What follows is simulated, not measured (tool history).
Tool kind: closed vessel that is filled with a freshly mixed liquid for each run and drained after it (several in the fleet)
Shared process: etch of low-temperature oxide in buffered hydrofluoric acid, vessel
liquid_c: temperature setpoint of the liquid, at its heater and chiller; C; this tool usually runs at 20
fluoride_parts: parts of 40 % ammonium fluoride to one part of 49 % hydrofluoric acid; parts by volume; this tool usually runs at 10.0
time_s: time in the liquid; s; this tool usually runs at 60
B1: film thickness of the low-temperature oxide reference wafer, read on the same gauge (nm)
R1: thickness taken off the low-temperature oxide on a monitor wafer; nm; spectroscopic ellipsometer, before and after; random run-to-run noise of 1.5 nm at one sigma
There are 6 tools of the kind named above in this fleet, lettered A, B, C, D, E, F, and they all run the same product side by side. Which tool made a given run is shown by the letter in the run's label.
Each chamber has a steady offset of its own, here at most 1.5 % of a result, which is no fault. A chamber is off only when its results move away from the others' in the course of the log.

Run 1D, hour 6.8: usual settings; B1 99.996. Result: R1 152.33 nm.
Run 2B, hour 13.8: usual settings; B1 100.030. Result: R1 150.81 nm.
Run 3F, hour 18.2: usual settings; B1 100.000. Result: R1 150.37 nm.
Run 4C, hour 23.0: usual settings; B1 100.030. Result: R1 151.28 nm.
Run 5A, hour 30.1: usual settings; B1 99.998. Result: R1 150.16 nm.
Run 6E, hour 36.6: usual settings; B1 99.942. Result: R1 151.23 nm.
Run 7E, hour 41.7: usual settings; B1 99.977. Result: R1 146.83 nm.
Run 8D, hour 48.4: usual settings; B1 99.986. Result: R1 152.18 nm.
Run 9B, hour 54.9: usual settings; B1 100.000. Result: R1 148.59 nm.
Run 10A, hour 60.7: usual settings; B1 100.000. Result: R1 151.67 nm.
Run 11C, hour 64.1: usual settings; B1 99.981. Result: R1 153.52 nm.
Run 12F, hour 68.5: usual settings; B1 100.020. Result: R1 150.98 nm.
Run 13C, hour 73.2: usual settings; B1 99.943. Result: R1 151.74 nm.
Run 14B, hour 78.2: usual settings but fluoride_parts 6.5 parts by volume, time_s 30 s; B1 100.030. Result: R1 110.32 nm.
Run 15A, hour 84.2: usual settings but fluoride_parts 6.5 parts by volume, time_s 30 s; B1 99.967. Result: R1 112.64 nm.
Run 16F, hour 91.5: usual settings but fluoride_parts 6.5 parts by volume, time_s 30 s; B1 99.978. Result: R1 111.27 nm.
Run 17D, hour 97.3: usual settings but fluoride_parts 6.5 parts by volume, time_s 30 s; B1 100.050. Result: R1 112.66 nm.
Run 18E, hour 101.7: usual settings but fluoride_parts 6.5 parts by volume, time_s 30 s; B1 99.950. Result: R1 113.40 nm.
Run 19E, hour 107.0: usual settings but fluoride_parts 6.5 parts by volume, time_s 30 s; B1 100.000. Result: R1 114.16 nm.
Run 20C, hour 114.1: usual settings; B1 100.020. Result: R1 152.66 nm.
Run 21D, hour 117.9: usual settings; B1 100.020. Result: R1 154.08 nm.
Run 22B, hour 124.6: usual settings; B1 99.981. Result: R1 147.60 nm.
At hour 127.7: chamber C: hydrofluoric acid flow meter replaced.
Run 23F, hour 131.1: usual settings but fluoride_parts 6.5 parts by volume; B1 100.010. Result: R1 223.71 nm.
Run 24A, hour 134.5: usual settings but fluoride_parts 6.5 parts by volume; B1 100.010. Result: R1 223.74 nm.
Run 25B, hour 141.4: usual settings but fluoride_parts 6.5 parts by volume; B1 99.993. Result: R1 215.38 nm.
At hour 147.2: chamber F: thermometer replaced.
Run 26C, hour 148.8: usual settings but fluoride_parts 6.5 parts by volume; B1 100.020. Result: R1 222.46 nm.
Run 27E, hour 153.4: usual settings but fluoride_parts 6.5 parts by volume; B1 99.994. Result: R1 227.83 nm.
Run 28D, hour 157.0: usual settings but fluoride_parts 6.5 parts by volume; B1 100.020. Result: R1 228.36 nm.
Run 29A, hour 160.9: usual settings; B1 99.979. Result: R1 150.50 nm.
Run 30F, hour 166.3: usual settings; B1 100.000. Result: R1 152.43 nm.
Run 31F, hour 172.0: usual settings; B1 99.974. Result: R1 152.87 nm.
Run 32E, hour 179.5: usual settings; B1 100.030. Result: R1 152.34 nm.
Run 33A, hour 184.2: usual settings but fluoride_parts 6.5 parts by volume; B1 99.981. Result: R1 226.62 nm.
Run 34D, hour 191.0: usual settings but fluoride_parts 6.5 parts by volume; B1 100.020. Result: R1 227.65 nm.
Run 35C, hour 196.2: usual settings but fluoride_parts 6.5 parts by volume; B1 99.957. Result: R1 221.10 nm.
Run 36B, hour 200.0: usual settings but fluoride_parts 6.5 parts by volume; B1 99.980. Result: R1 207.54 nm.
Run 37B, hour 205.0: usual settings but fluoride_parts 6.5 parts by volume; B1 99.983. Result: R1 207.32 nm.
Run 38D, hour 210.3: usual settings but fluoride_parts 6.5 parts by volume; B1 100.020. Result: R1 230.18 nm.
Run 39F, hour 214.3: usual settings; B1 99.985. Result: R1 150.59 nm.
Run 40A, hour 218.5: usual settings but liquid_c 17 C; B1 99.960. Result: R1 125.44 nm.

The same settings go to every chamber for the next run, one line per chamber below. Forecast the results for each:
Run 41A, hour 223.8: usual settings. Result: R1 ?.
Run 41B, hour 223.8: usual settings. Result: R1 ?.
Run 41C, hour 223.8: usual settings. Result: R1 ?.
Run 41D, hour 223.8: usual settings. Result: R1 ?.
Run 41E, hour 223.8: usual settings. Result: R1 ?.
Run 41F, hour 223.8: usual settings. Result: R1 ?.

run      R1
41A  150.64
41B  134.53
41C  153.66
41D  152.82
41E  147.88
41F  150.73
